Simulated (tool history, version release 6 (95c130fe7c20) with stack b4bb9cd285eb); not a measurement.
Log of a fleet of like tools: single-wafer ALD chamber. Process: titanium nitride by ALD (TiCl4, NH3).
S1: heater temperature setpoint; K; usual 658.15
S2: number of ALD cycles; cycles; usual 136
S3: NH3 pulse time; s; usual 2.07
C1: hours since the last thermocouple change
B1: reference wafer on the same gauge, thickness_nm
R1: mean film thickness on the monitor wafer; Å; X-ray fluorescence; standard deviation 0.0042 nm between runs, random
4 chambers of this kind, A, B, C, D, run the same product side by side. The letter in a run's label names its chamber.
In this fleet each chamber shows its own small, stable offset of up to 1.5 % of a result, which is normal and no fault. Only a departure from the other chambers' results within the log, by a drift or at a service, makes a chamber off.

{"run": "1C", "day": 0.371, "S1": 658.15, "S2": 136, "S3": 2.07, "C1": 968.1, "B1": 2.6717, "R1": 29.829}
{"run": "2D", "day": 0.642, "S1": 658.15, "S2": 136, "S3": 2.07, "C1": 658.1, "B1": 2.6705, "R1": 29.302}
{"run": "3A", "day": 0.971, "S1": 658.15, "S2": 136, "S3": 2.07, "C1": 898.3, "B1": 2.6706, "R1": 29.424}
{"run": "4B", "day": 1.242, "S1": 658.15, "S2": 136, "S3": 2.07, "C1": 815.4, "B1": 2.6721, "R1": 29.873}
{"run": "5C", "day": 1.642, "S1": 658.15, "S2": 136, "S3": 2.07, "C1": 998.6, "B1": 2.6723, "R1": 29.884}
{"run": "6D", "day": 1.938, "S1": 658.15, "S2": 136, "S3": 2.07, "C1": 689.2, "B1": 2.6711, "R1": 29.298}
{"run": "7B", "day": 2.262, "S1": 658.15, "S2": 136, "S3": 2.07, "C1": 839.9, "B1": 2.6719, "R1": 29.745}
{"run": "8A", "day": 2.488, "S1": 658.15, "S2": 148, "S3": 2.07, "C1": 934.7, "B1": 2.6736, "R1": 32.03}
{"run": "9C", "day": 2.883, "S1": 658.15, "S2": 148, "S3": 2.07, "C1": 1028.4, "B1": 2.6726, "R1": 32.407}
{"run": "10D", "day": 3.262, "S1": 658.15, "S2": 148, "S3": 2.07, "C1": 721, "B1": 2.673, "R1": 31.856}
{"run": "11A", "day": 3.496, "S1": 658.15, "S2": 148, "S3": 2.07, "C1": 958.9, "B1": 2.6738, "R1": 32.042}
{"run": "12B", "day": 3.921, "S1": 658.15, "S2": 136, "S3": 2.07, "C1": 879.7, "B1": 2.6746, "R1": 29.832}
{"run": "13D", "day": 4.3, "S1": 658.15, "S2": 136, "S3": 2.07, "C1": 745.9, "B1": 2.6751, "R1": 29.332}
{"run": "14B", "day": 4.596, "S1": 658.15, "S2": 136, "S3": 2.07, "C1": 895.9, "B1": 2.6748, "R1": 29.863}
{"run": "15C", "day": 4.992, "S1": 658.15, "S2": 136, "S3": 2.07, "C1": 1079, "B1": 2.6762, "R1": 29.859}
{"run": "16A", "day": 5.2, "S1": 658.15, "S2": 136, "S3": 2.07, "C1": 999.8, "B1": 2.6764, "R1": 29.364}
{"run": "17D", "day": 5.55, "S1": 658.15, "S2": 136, "S3": 2.07, "C1": 775.9, "B1": 2.6766, "R1": 29.316}
{"run": "18C", "day": 5.783, "S1": 665.15, "S2": 123, "S3": 2.07, "C1": 1098, "B1": 2.6772, "R1": 27.139}
{"run": "19B", "day": 6.1, "S1": 665.15, "S2": 123, "S3": 2.07, "C1": 932, "B1": 2.677, "R1": 27.168}
{"run": "20A", "day": 6.496, "S1": 665.15, "S2": 123, "S3": 2.07, "C1": 1030.9, "B1": 2.6767, "R1": 26.83}
{"run": "21A", "day": 6.896, "S1": 665.15, "S2": 123, "S3": 2.07, "C1": 1040.5, "B1": 2.6778, "R1": 26.832}
{"run": "22C", "day": 7.154, "S1": 658.15, "S2": 136, "S3": 2.07, "C1": 1130.9, "B1": 2.6788, "R1": 29.924}
{"run": "23D", "day": 7.533, "S1": 658.15, "S2": 136, "S3": 2.07, "C1": 823.5, "B1": 2.6792, "R1": 29.367}
{"run": "24B", "day": 7.796, "S1": 658.15, "S2": 136, "S3": 2.07, "C1": 972.7, "B1": 2.6786, "R1": 29.942}
{"run": "25B", "day": 8.208, "S1": 658.15, "S2": 125, "S3": 2.07, "C1": 982.6, "B1": 2.6792, "R1": 27.461}
{"run": "26A", "day": 8.412, "S1": 658.15, "S2": 125, "S3": 2.07, "C1": 1076.9, "B1": 2.6808, "R1": 27.094}
{"run": "27D", "day": 8.817, "S1": 658.15, "S2": 125, "S3": 2.07, "C1": 854.3, "B1": 2.6805, "R1": 27.005}
{"run": "28C", "day": 9.05, "S1": 658.15, "S2": 125, "S3": 2.07, "C1": 1176.4, "B1": 2.68, "R1": 27.406}
{"run": "29A", "day": 9.425, "S1": 658.15, "S2": 136, "S3": 2.07, "C1": 1101.2, "B1": 2.6815, "R1": 29.496}
{"run": "30D", "day": 9.654, "S1": 658.15, "S2": 136, "S3": 2.07, "C1": 874.4, "B1": 2.6809, "R1": 29.389}
{"run": "31C", "day": 10.046, "S1": 658.15, "S2": 136, "S3": 2.07, "C1": 1200.3, "B1": 2.681, "R1": 29.854}
{"run": "32B", "day": 10.375, "S1": 658.15, "S2": 136, "S3": 2.07, "C1": 1034.6, "B1": 2.6814, "R1": 29.874}
{"run": "33B", "day": 10.692, "S1": 658.15, "S2": 136, "S3": 2.07, "C1": 1042.2, "B1": 2.6816, "R1": 29.866}
{"run": "34D", "day": 10.933, "S1": 658.15, "S2": 136, "S3": 2.07, "C1": 905.1, "B1": 2.684, "R1": 29.445}
{"run": "35A", "day": 11.196, "S1": 658.15, "S2": 136, "S3": 2.07, "C1": 1143.7, "B1": 2.684, "R1": 29.574}
{"run": "36C", "day": 11.508, "S1": 658.15, "S2": 136, "S3": 2.5, "C1": 1235.4, "B1": 2.6835, "R1": 30.137}
{"day": 11.679, "done": "chamber B: thermocouple changed; heater temperature recalibrated"}
{"run": "37C", "day": 11.767, "S1": 658.15, "S2": 136, "S3": 2.5, "C1": 1241.6, "B1": 2.6834, "R1": 30.167}
{"run": "38B", "day": 11.983, "S1": 658.15, "S2": 136, "S3": 2.5, "C1": 7.3, "B1": 2.6832, "R1": 30.217}
{"run": "39A", "day": 12.358, "S1": 658.15, "S2": 136, "S3": 2.5, "C1": 1171.6, "B1": 2.6844, "R1": 29.831}
{"run": "40D", "day": 12.675, "S1": 658.15, "S2": 136, "S3": 2.07, "C1": 946.9, "B1": 2.6844, "R1": 29.409}
{"run": "41C", "day": 12.996, "S1": 658.15, "S2": 136, "S3": 2.07, "C1": 1271.1, "B1": 2.6854, "R1": 29.938}

Read the log: is a single chamber off, either drifting away or since a service, is the gauge that measures every chamber drifting, or is nothing wrong beyond small per-chamber offsets? Name any odd chamber and what most likely caused it.

Gauge drift. The chambers move together only on paper, and none stands off.
Most likely cause: gauge reads high (%) = 0.578.
